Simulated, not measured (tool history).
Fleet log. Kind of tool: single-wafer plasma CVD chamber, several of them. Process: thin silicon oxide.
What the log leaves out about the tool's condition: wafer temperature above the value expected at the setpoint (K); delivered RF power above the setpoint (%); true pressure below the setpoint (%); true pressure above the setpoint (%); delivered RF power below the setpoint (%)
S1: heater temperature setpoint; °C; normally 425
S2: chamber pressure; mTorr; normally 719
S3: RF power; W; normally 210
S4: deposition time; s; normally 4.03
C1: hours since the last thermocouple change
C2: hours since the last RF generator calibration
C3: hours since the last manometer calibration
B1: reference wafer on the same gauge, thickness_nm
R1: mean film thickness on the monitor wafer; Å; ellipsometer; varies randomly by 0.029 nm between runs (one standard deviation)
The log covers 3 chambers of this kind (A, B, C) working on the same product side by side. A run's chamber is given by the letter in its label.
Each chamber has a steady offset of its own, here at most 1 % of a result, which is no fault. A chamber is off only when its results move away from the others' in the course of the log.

| run | hour | S1 | S2 | S3 | S4 | C1 | C2 | C3 | B1 | R1 |
|---|---|---|---|---|---|---|---|---|---|---|
| 1B | 11.3 | 425 | 719 | 210 | 4.03 | 630.9 | 712.8 | 2150.5 | 6.6454 | 55.598 |
| 2C | 24.2 | 425 | 719 | 210 | 4.03 | 1589.5 | 1639.9 | 1139.9 | 6.6549 | 55.333 |
| 3A | 34.7 | 425 | 719 | 210 | 4.03 | 499.4 | 1821.0 | 1475.6 | 6.6557 | 55.471 |
| 4C | 43.0 | 425 | 719 | 210 | 4.03 | 1608.3 | 1658.7 | 1158.7 | 6.6569 | 54.696 |
| 5A | 53.9 | 425 | 719 | 210 | 4.03 | 518.6 | 1840.2 | 1494.8 | 6.6483 | 55.794 |
| 6B | 60.4 | 425 | 719 | 210 | 4.03 | 680.0 | 761.9 | 2199.6 | 6.6578 | 56.434 |
| 7A | 66.0 | 425 | 719 | 210 | 4.03 | 530.7 | 1852.3 | 1506.9 | 6.6575 | 55.617 |
| 8C | 76.8 | 417 | 611 | 210 | 4.03 | 1642.1 | 1692.5 | 1192.5 | 6.6557 | 46.867 |
| 9B | 86.9 | 417 | 611 | 210 | 4.03 | 706.5 | 788.4 | 2226.1 | 6.6447 | 47.284 |
| 10A | 99.6 | 417 | 611 | 210 | 4.03 | 564.3 | 1885.9 | 1540.5 | 6.6410 | 47.445 |
| 11B | 106.8 | 425 | 719 | 210 | 4.03 | 726.4 | 808.3 | 2246.0 | 6.6455 | 55.937 |
| 12C | 115.7 | 425 | 719 | 210 | 4.03 | 1681.0 | 1731.4 | 1231.4 | 6.6468 | 55.560 |
| 13B | 123.3 | 425 | 719 | 210 | 4.03 | 742.9 | 824.8 | 2262.5 | 6.6599 | 56.468 |
| 14C | 132.1 | 419 | 719 | 185 | 4.03 | 1697.4 | 1747.8 | 1247.8 | 6.6457 | 51.601 |
| 15A | 142.8 | 419 | 719 | 185 | 4.03 | 607.5 | 1929.1 | 1583.7 | 6.6548 | 52.160 |
|  | 154.3 | chamber B: RF generator calibrated |
| 16C | 155.4 | 419 | 719 | 185 | 4.03 | 1720.7 | 1771.1 | 1271.1 | 6.6456 | 52.020 |
| 17B | 163.2 | 425 | 719 | 210 | 4.03 | 782.8 | 9.0 | 2302.4 | 6.6528 | 55.841 |
|  | 163.3 | chamber B: capacitance manometer re-zeroed and calibrated |
| 18A | 171.8 | 425 | 719 | 210 | 4.03 | 636.5 | 1958.1 | 1612.7 | 6.6517 | 55.370 |
| 19C | 178.8 | 425 | 719 | 210 | 4.03 | 1744.1 | 1794.5 | 1294.5 | 6.6478 | 54.913 |
| 20B | 188.9 | 425 | 719 | 210 | 4.03 | 808.5 | 34.7 | 25.7 | 6.6507 | 56.597 |
| 21A | 197.8 | 432 | 719 | 210 | 4.03 | 662.5 | 1984.1 | 1638.7 | 6.6523 | 54.603 |
| 22C | 208.5 | 432 | 719 | 210 | 4.03 | 1773.8 | 1824.2 | 1324.2 | 6.6526 | 54.834 |
| 23A | 218.4 | 432 | 719 | 210 | 4.03 | 683.1 | 2004.7 | 1659.3 | 6.6422 | 54.697 |
|  | 220.3 | chamber C: capacitance manometer re-zeroed and calibrated |
| 24B | 227.1 | 425 | 719 | 210 | 4.03 | 846.7 | 72.9 | 63.9 | 6.6404 | 56.195 |
| 25C | 234.2 | 425 | 719 | 210 | 4.03 | 1799.5 | 1849.9 | 13.9 | 6.6418 | 55.399 |
| 26B | 244.7 | 425 | 719 | 210 | 4.03 | 864.3 | 90.5 | 81.5 | 6.6489 | 56.818 |
| 27A | 256.6 | 425 | 719 | 210 | 4.03 | 721.3 | 2042.9 | 1697.5 | 6.6394 | 54.903 |
| 28A | 266.4 | 425 | 719 | 210 | 4.03 | 731.1 | 2052.7 | 1707.3 | 6.6640 | 54.362 |
|  | 275.5 | chamber A: RF generator calibrated |
| 29B | 275.6 | 425 | 719 | 210 | 4.03 | 895.2 | 121.4 | 112.4 | 6.6456 | 56.541 |
| 30C | 284.5 | 425 | 719 | 210 | 4.03 | 1849.8 | 1900.2 | 64.2 | 6.6588 | 55.801 |
| 31A | 296.5 | 425 | 719 | 210 | 4.03 | 761.2 | 21.1 | 1737.4 | 6.6550 | 54.847 |
| 32C | 303.6 | 425 | 719 | 210 | 4.03 | 1868.9 | 1919.3 | 83.3 | 6.6464 | 55.330 |
| 33B | 311.7 | 425 | 719 | 210 | 4.03 | 931.3 | 157.5 | 148.5 | 6.6504 | 56.460 |
| 34A | 322.4 | 425 | 719 | 210 | 4.03 | 787.1 | 47.0 | 1763.3 | 6.6491 | 54.217 |
| 35B | 328.3 | 425 | 858 | 210 | 4.70 | 947.9 | 174.1 | 165.1 | 6.6418 | 77.016 |
| 36C | 334.0 | 425 | 858 | 210 | 4.70 | 1899.3 | 1949.7 | 113.7 | 6.6438 | 76.642 |
| 37B | 346.0 | 425 | 858 | 210 | 4.70 | 965.6 | 191.8 | 182.8 | 6.6451 | 77.138 |
| 38C | 358.5 | 425 | 719 | 210 | 4.03 | 1923.8 | 1974.2 | 138.2 | 6.6582 | 55.188 |
| 39A | 366.1 | 425 | 719 | 210 | 4.03 | 830.8 | 90.7 | 1807.0 | 6.6466 | 54.762 |

All 3 chambers run these settings next. Forecast each chamber's results:
| 40A | 375.4 | 425 | 719 | 210 | 4.03 |  |  |  |  | ? |
| 40B | 375.4 | 425 | 719 | 210 | 4.03 |  |  |  |  | ? |
| 40C | 375.4 | 425 | 719 | 210 | 4.03 |  |  |  |  | ? |

| run | R1 |
|---|---|
| 40A | 54.062 |
| 40B | 56.328 |
| 40C | 55.788 |

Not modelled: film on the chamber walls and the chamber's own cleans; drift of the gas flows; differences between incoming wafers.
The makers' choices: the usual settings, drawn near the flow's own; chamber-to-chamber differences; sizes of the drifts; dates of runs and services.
